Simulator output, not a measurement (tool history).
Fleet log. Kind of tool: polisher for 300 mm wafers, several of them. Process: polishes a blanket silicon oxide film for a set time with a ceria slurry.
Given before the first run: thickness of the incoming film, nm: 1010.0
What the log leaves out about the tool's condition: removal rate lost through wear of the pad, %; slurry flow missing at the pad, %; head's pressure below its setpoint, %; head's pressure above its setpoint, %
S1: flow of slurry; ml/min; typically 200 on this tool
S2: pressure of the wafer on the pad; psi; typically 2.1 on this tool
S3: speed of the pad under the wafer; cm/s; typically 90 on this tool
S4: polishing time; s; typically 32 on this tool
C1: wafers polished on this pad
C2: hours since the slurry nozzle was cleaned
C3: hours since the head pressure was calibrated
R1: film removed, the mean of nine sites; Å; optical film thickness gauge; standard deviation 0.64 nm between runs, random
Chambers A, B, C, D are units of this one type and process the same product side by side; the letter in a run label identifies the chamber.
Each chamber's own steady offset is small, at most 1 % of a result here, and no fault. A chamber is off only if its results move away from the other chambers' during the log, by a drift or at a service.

run     day   S1   S2   S3  S4    C1     C2      C3      R1
 1D   0.379  200  2.1   90  32  1277  300.5   285.5  763.36
      0.446  -- chamber B: worn pad replaced by a new one
      0.462  -- chamber C: worn pad replaced by a new one
      0.612  -- chamber A: slurry nozzle cleaned
      0.667  -- chamber D: worn pad replaced by a new one
 2A   0.750  200  2.1   90  32   932    3.3   441.7  765.96
 3B   1.096  200  2.1   90  32   257  446.8   960.2  780.24
 4C   1.462  200  2.1   90  32   396  392.4   114.1  775.47
      1.725  -- chamber A: worn pad replaced by a new one
 5A   2.029  200  2.1   90  32   121   34.0   472.4  761.80
      2.238  -- chamber C: slurry nozzle cleaned
 6B   2.362  135  2.1   90  23   757  477.2   990.6  515.48
      2.404  -- chamber B: slurry nozzle cleaned
 7C   2.817  135  2.1   90  23   930   13.9   146.6  520.44
 8D   3.292  135  2.1   90  23  1036  370.4   355.4  518.50
      3.471  -- chamber C: worn pad replaced by a new one
 9B   3.904  135  2.1   90  23  1366   36.1  1027.6  516.65
      4.279  -- chamber D: worn pad replaced by a new one
10C   4.500  200  2.1   90  32   406   54.3   187.0  774.47
      4.679  -- chamber B: worn pad replaced by a new one
11A   4.846  200  2.1   90  32  1233  101.6   540.0  772.61
12D   5.233  240  2.1   90  32   377  417.0   402.0  781.47
      5.654  -- chamber A: worn pad replaced by a new one
13B   5.788  240  2.1   90  32   437   81.3  1072.8  787.87
14C   6.275  240  2.1   90  32  1106   96.9   229.6  773.01
      6.567  -- chamber C: worn pad replaced by a new one
15A   6.871  240  2.1   90  32   481  150.2   588.6  777.62
      6.938  -- chamber D: slurry nozzle cleaned
16D   7.454  200  2.1   90  32  1253   12.5   455.3  776.31
      7.512  -- chamber D: worn pad replaced by a new one
17D   7.950  200  2.1   90  32   173   24.4   467.2  780.11
18C   8.229  200  2.1   90  32   657  143.8   276.5  767.63
      8.450  -- chamber B: worn pad replaced by a new one
19B   8.679  200  2.1  120  26    90  150.7  1142.2  834.78
20A   9.071  200  2.1  120  26  1349  203.0   641.4  819.98
21A   9.346  200  2.1  120  26  1458  209.6   648.0  806.38
      9.508  -- chamber A: worn pad replaced by a new one
22D   9.850  200  2.1  120  26   923   70.0   512.8  849.67
      9.929  -- chamber C: worn pad replaced by a new one
23B  10.338  200  2.1   90  32   745  190.5  1182.0  748.95
     10.562  -- chamber D: worn pad replaced by a new one
24C  10.779  200  2.1   90  32   335  205.0   337.7  776.69
     10.929  -- chamber C: head pressure recalibrated
     11.000  -- chamber B: head pressure recalibrated
25B  11.271  200  2.1   90  32  1114  212.9     6.5  769.83
26D  11.708  200  2.1   90  32   453  114.6   557.4  774.61
27C  12.067  200  2.1   90  32   843  235.9    27.3  761.62
28A  12.479  200  2.1   90  32  1173  284.8   723.2  727.49
     12.671  -- chamber B: worn pad replaced by a new one
29B  13.062  200  2.1   90  32   154  255.9    49.5  767.74
     13.442  -- chamber A: worn pad replaced by a new one
     13.592  -- chamber D: worn pad replaced by a new one
30C  13.617  200  2.1   90  32  1455  273.1    64.5  763.38
     13.871  -- chamber C: worn pad replaced by a new one
31A  13.908  200  2.1   90  32   185  319.1   757.5  726.62
32D  14.396  200  2.1   90  32   317  179.1   621.9  769.58
33A  14.967  200  2.1   90  32   603  344.5   782.9  711.63
34B  15.254  200  2.1   90  32  1020  308.5   102.1  754.85
35C  15.633  200  2.1   90  32   695  321.5   112.9  774.61
     16.133  -- chamber B: worn pad replaced by a new one
36D  16.146  200  2.1   90  32  1008  221.1   663.9  754.62
37A  16.521  200  2.1   90  32  1216  381.8   820.2  697.15
38B  16.858  200  2.1   90  32   286  347.0   140.6  769.72
39C  17.275  200  2.1   90  32  1343  360.9   152.3  766.21
     17.542  -- chamber D: worn pad replaced by a new one
40D  17.583  200  2.1   90  32    17  255.6   698.4  776.80

The same settings go to every chamber for the next run, one line per chamber below. Forecast the results for each:
41A  18.025  200  2.1  90  32               ?
41B  18.025  200  2.1  90  32               ?
41C  18.025  200  2.1  90  32               ?
41D  18.025  200  2.1  90  32               ?

run      R1
41A  695.01
41B  780.06
41C  780.75
41D  774.51
